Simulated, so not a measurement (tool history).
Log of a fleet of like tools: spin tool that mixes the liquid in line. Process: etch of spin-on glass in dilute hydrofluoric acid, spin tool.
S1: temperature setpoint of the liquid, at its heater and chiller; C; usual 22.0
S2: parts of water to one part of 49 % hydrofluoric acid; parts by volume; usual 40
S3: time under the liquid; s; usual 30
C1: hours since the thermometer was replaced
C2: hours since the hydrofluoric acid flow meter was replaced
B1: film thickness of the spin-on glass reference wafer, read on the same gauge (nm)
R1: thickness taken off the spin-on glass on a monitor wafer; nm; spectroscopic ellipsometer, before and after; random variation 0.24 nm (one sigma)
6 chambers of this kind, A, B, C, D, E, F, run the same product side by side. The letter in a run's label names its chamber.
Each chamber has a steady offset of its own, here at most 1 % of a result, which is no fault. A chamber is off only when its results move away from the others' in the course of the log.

Run 1C, hour 9.0: usual settings; C1 1016.7; C2 745.3; B1 79.998. Result: R1 33.191 nm.
Run 2E, hour 15.4: usual settings; C1 943.9; C2 1402.2; B1 80.012. Result: R1 33.156 nm.
Run 3B, hour 21.8: usual settings; C1 377.6; C2 124.9; B1 79.982. Result: R1 32.948 nm.
Run 4D, hour 26.3: usual settings; C1 156.7; C2 495.9; B1 80.042. Result: R1 32.992 nm.
Run 5F, hour 31.7: usual settings; C1 656.6; C2 856.2; B1 80.018. Result: R1 32.759 nm.
Run 6A, hour 36.1: usual settings; C1 1131.7; C2 560.9; B1 80.007. Result: R1 33.076 nm.
Run 7C, hour 42.2: usual settings; C1 1049.9; C2 778.5; B1 79.951. Result: R1 33.413 nm.
Run 8D, hour 49.5: usual settings; C1 179.9; C2 519.1; B1 79.990. Result: R1 33.694 nm.
Run 9A, hour 58.2: usual settings; C1 1153.8; C2 583.0; B1 79.978. Result: R1 33.475 nm.
Run 10F, hour 64.0: usual settings; C1 688.9; C2 888.5; B1 80.006. Result: R1 32.950 nm.
Run 11E, hour 70.6: usual settings; C1 999.1; C2 1457.4; B1 80.008. Result: R1 32.979 nm.
Run 12B, hour 80.1: usual settings; C1 435.9; C2 183.2; B1 80.016. Result: R1 32.754 nm.
Run 13F, hour 84.8: usual settings; C1 709.7; C2 909.3; B1 80.040. Result: R1 33.181 nm.
Run 14B, hour 93.9: usual settings but S3 45 s; C1 449.7; C2 197.0; B1 79.990. Result: R1 49.762 nm.
At hour 94.7: chamber E: thermometer replaced.
Run 15A, hour 99.9: usual settings but S3 45 s; C1 1195.5; C2 624.7; B1 80.022. Result: R1 49.820 nm.
Run 16C, hour 106.3: usual settings but S3 45 s; C1 1114.0; C2 842.6; B1 79.963. Result: R1 50.235 nm.
Run 17D, hour 115.6: usual settings but S3 45 s; C1 246.0; C2 585.2; B1 80.010. Result: R1 49.940 nm.
Run 18E, hour 122.6: usual settings but S3 45 s; C1 28.0; C2 1509.4; B1 79.970. Result: R1 49.509 nm.
Run 19E, hour 131.3: usual settings but S3 45 s; C1 36.7; C2 1518.1; B1 79.991. Result: R1 49.268 nm.
Run 20B, hour 140.2: usual settings; C1 496.0; C2 243.3; B1 80.025. Result: R1 32.786 nm.
Run 21D, hour 147.7: usual settings; C1 278.1; C2 617.3; B1 80.024. Result: R1 33.407 nm.
Run 22A, hour 153.3: usual settings; C1 1248.9; C2 678.1; B1 79.991. Result: R1 33.282 nm.
Run 23C, hour 162.9: usual settings; C1 1170.6; C2 899.2; B1 79.996. Result: R1 33.592 nm.
Run 24F, hour 169.5: usual settings; C1 794.4; C2 994.0; B1 80.043. Result: R1 33.071 nm.
Run 25B, hour 173.9: usual settings; C1 529.7; C2 277.0; B1 80.006. Result: R1 32.762 nm.
Run 26D, hour 179.4: usual settings but S1 24.5 C; C1 309.8; C2 649.0; B1 80.011. Result: R1 36.351 nm.
Run 27F, hour 188.7: usual settings but S1 24.5 C; C1 813.6; C2 1013.2; B1 79.998. Result: R1 36.735 nm.
Run 28E, hour 197.3: usual settings but S1 24.5 C; C1 102.7; C2 1584.1; B1 79.978. Result: R1 36.481 nm.
Run 29A, hour 204.4: usual settings but S1 24.5 C; C1 1300.0; C2 729.2; B1 80.000. Result: R1 36.648 nm.
Run 30C, hour 210.4: usual settings but S1 24.5 C; C1 1218.1; C2 946.7; B1 79.992. Result: R1 37.765 nm.
Run 31B, hour 219.1: usual settings but S1 24.5 C; C1 574.9; C2 322.2; B1 80.031. Result: R1 36.993 nm.
Run 32F, hour 225.7: usual settings; C1 850.6; C2 1050.2; B1 79.995. Result: R1 33.103 nm.
Run 33A, hour 234.0: usual settings; C1 1329.6; C2 758.8; B1 80.003. Result: R1 33.467 nm.
At hour 236.8: chamber E: hydrofluoric acid flow meter replaced.
Run 34E, hour 242.6: usual settings; C1 148.0; C2 5.8; B1 79.978. Result: R1 33.032 nm.
Run 35C, hour 249.5: usual settings; C1 1257.2; C2 985.8; B1 80.023. Result: R1 34.595 nm.
Run 36D, hour 256.8: usual settings; C1 387.2; C2 726.4; B1 80.035. Result: R1 32.928 nm.
Run 37C, hour 265.1: usual settings; C1 1272.8; C2 1001.4; B1 80.009. Result: R1 34.828 nm.
Run 38A, hour 273.1: usual settings; C1 1368.7; C2 797.9; B1 79.972. Result: R1 33.004 nm.
Run 39E, hour 280.2: usual settings; C1 185.6; C2 43.4; B1 80.014. Result: R1 33.352 nm.

Next, every chamber runs the same settings. What will each give?
Run 40A, hour 287.2: usual settings but S1 18.0 C. Result: R1 ?.
Run 40B, hour 287.2: usual settings but S1 18.0 C. Result: R1 ?.
Run 40C, hour 287.2: usual settings but S1 18.0 C. Result: R1 ?.
Run 40D, hour 287.2: usual settings but S1 18.0 C. Result: R1 ?.
Run 40E, hour 287.2: usual settings but S1 18.0 C. Result: R1 ?.
Run 40F, hour 287.2: usual settings but S1 18.0 C. Result: R1 ?.

run      R1
40A  27.968
40B  27.518
40C  29.673
40D  27.983
40E  27.940
40F  27.857

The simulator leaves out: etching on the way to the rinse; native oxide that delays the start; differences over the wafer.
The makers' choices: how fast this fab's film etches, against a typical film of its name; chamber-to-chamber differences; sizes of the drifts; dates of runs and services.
